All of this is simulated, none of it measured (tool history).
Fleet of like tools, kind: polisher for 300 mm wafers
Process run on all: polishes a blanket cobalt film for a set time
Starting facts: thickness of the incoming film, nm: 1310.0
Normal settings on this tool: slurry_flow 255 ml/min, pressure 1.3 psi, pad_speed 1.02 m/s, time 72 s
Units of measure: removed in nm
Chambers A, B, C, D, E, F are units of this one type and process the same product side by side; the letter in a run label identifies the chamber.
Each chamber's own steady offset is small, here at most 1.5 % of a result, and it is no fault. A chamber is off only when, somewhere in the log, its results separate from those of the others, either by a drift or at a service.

run   hour  slurry_flow  pressure  pad_speed  time  wafers polished on this pad  hours since the slurry nozzle was cleaned  hours since the head pressure was calibrated  removed
       3.1  -- chamber B: slurry nozzle cleaned
 1D    3.3          255       1.3       1.02    72                          590                                      351.8                                         562.1   237.96
 2A    9.2          255       1.3       1.02    72                          320                                      105.5                                         107.6   231.83
      10.5  -- chamber D: worn pad replaced by a new one
 3E   13.7          255       1.3       1.02    72                          267                                      168.5                                         134.9    230.5
 4F     17          255       1.3       1.02    72                          637                                      150.2                                        1177.6   231.52
 5C   21.3          255       1.3       1.02    72                          364                                      689.6                                         153.5   231.53
 6B     26          255       1.3       1.02    72                          865                                       22.9                                            57   235.63
 7E   31.7          255       1.3       1.02    72                          466                                      186.5                                         152.9   237.22
        37  -- chamber A: worn pad replaced by a new one
 8C   37.7          210       1.3       1.02    72                          545                                        706                                         169.9    226.7
      39.5  -- chamber B: worn pad replaced by a new one
 9D   41.5          210       1.3       1.02    72                          343                                        390                                         600.3   233.16
      41.6  -- chamber C: slurry nozzle cleaned
      44.3  -- chamber C: worn pad replaced by a new one
10F   45.7          210       1.3       1.02    72                          954                                      178.9                                        1206.3   225.41
      50.2  -- chamber F: worn pad replaced by a new one
11B     52          210       1.3       1.02    72                          138                                       48.9                                            83   231.27
12A   55.7          210       1.3       1.02    72                          207                                        152                                         154.1   231.18
13A   61.1          210       1.3       1.02    72                          267                                      157.4                                         159.5   227.88
14C   66.4          255       1.3       1.02    72                          245                                       24.8                                         198.6   229.77
15B   69.6          255       1.3       1.02    72                          332                                       66.5                                         100.6   232.29
16F     76          255       1.3       1.02    72                          286                                      209.2                                        1236.6   236.24
17D   79.3          255       1.3        0.7    72                          760                                      427.8                                         638.1   161.61
      82.7  -- chamber D: worn pad replaced by a new one
18E   83.3          255       1.3        0.7    72                         1036                                      238.1                                         204.5   155.28
      87.9  -- chamber A: worn pad replaced by a new one
19C   89.7          255       1.3        0.7    72                          502                                       48.1                                         221.9   156.31
20E   94.8          255       1.3        0.7    72                         1163                                      249.6                                           216   156.55
21D   98.1          255       1.3        0.7    72                          170                                      446.6                                         656.9   161.41
        99  -- chamber C: worn pad replaced by a new one
      99.9  -- chamber E: slurry nozzle cleaned
22F  101.3          255       1.3        0.7    72                          565                                      234.5                                        1261.9   157.66
23B  105.8          255       1.3       1.02    72                          732                                      102.7                                         136.8   233.01
24A  109.9          255       0.8       1.16    72                          243                                      206.2                                         208.3   162.86
25D  113.3          255       0.8       1.16    72                          338                                      461.8                                         672.1   161.73
26A  117.1          255       0.8       1.16    72                          323                                      213.4                                         215.5   166.73
     119.4  -- chamber B: worn pad replaced by a new one
27F    121          255       0.8       1.16    72                          783                                      254.2                                        1281.6   169.35
28C  124.9          255       0.8       1.16    72                          286                                       83.3                                         257.1   160.62
29E  127.9          255       0.8       1.16    72                         1529                                         28                                         249.1    155.2
30B  133.1          255       1.3       1.02    72                          152                                        130                                         164.1   236.02
31B  137.9          255       1.3       1.02    72                          205                                      134.8                                         168.9   228.49
     140.8  -- chamber A: worn pad replaced by a new one
32A  140.9          210       1.3       1.02    72                            1                                      237.2                                         239.3   233.25
     142.2  -- chamber F: worn pad replaced by a new one
     142.4  -- chamber F: slurry nozzle cleaned
33E  146.4          210       1.3       1.02    72                         1734                                       46.5                                         267.6   214.46
     147.3  -- chamber C: worn pad replaced by a new one
     150.5  -- chamber D: worn pad replaced by a new one
34C    152          210       1.3       1.02    72                           51                                      110.4                                         284.2   229.14
     156.8  -- chamber D: slurry nozzle cleaned
35D    158          210       1.3       1.02    72                           83                                        1.2                                         716.8   232.68
36F  162.7          210       1.3       1.02    72                          227                                       20.3                                        1323.3   228.38
37C  168.9          210       1.3       1.02    72                          238                                      127.3                                         301.1   227.64
38E  172.1          255       1.3       1.22    72                         2018                                       72.2                                         293.3   258.08
39F  177.1          255       1.3       1.22    72                          386                                       34.7                                        1337.7   283.16

Next, every chamber runs the same settings. What will each give?
40A  181.7          255       1.3       1.02    72                                                                                                                              ?
40B  181.7          255       1.3       1.02    72                                                                                                                              ?
40C  181.7          255       1.3       1.02    72                                                                                                                              ?
40D  181.7          255       1.3       1.02    72                                                                                                                              ?
40E  181.7          255       1.3       1.02    72                                                                                                                              ?
40F  181.7          255       1.3       1.02    72                                                                                                                              ?

run  removed
40A   234.18
40B   232.22
40C   226.86
40D    239.8
40E   205.47
40F   235.19

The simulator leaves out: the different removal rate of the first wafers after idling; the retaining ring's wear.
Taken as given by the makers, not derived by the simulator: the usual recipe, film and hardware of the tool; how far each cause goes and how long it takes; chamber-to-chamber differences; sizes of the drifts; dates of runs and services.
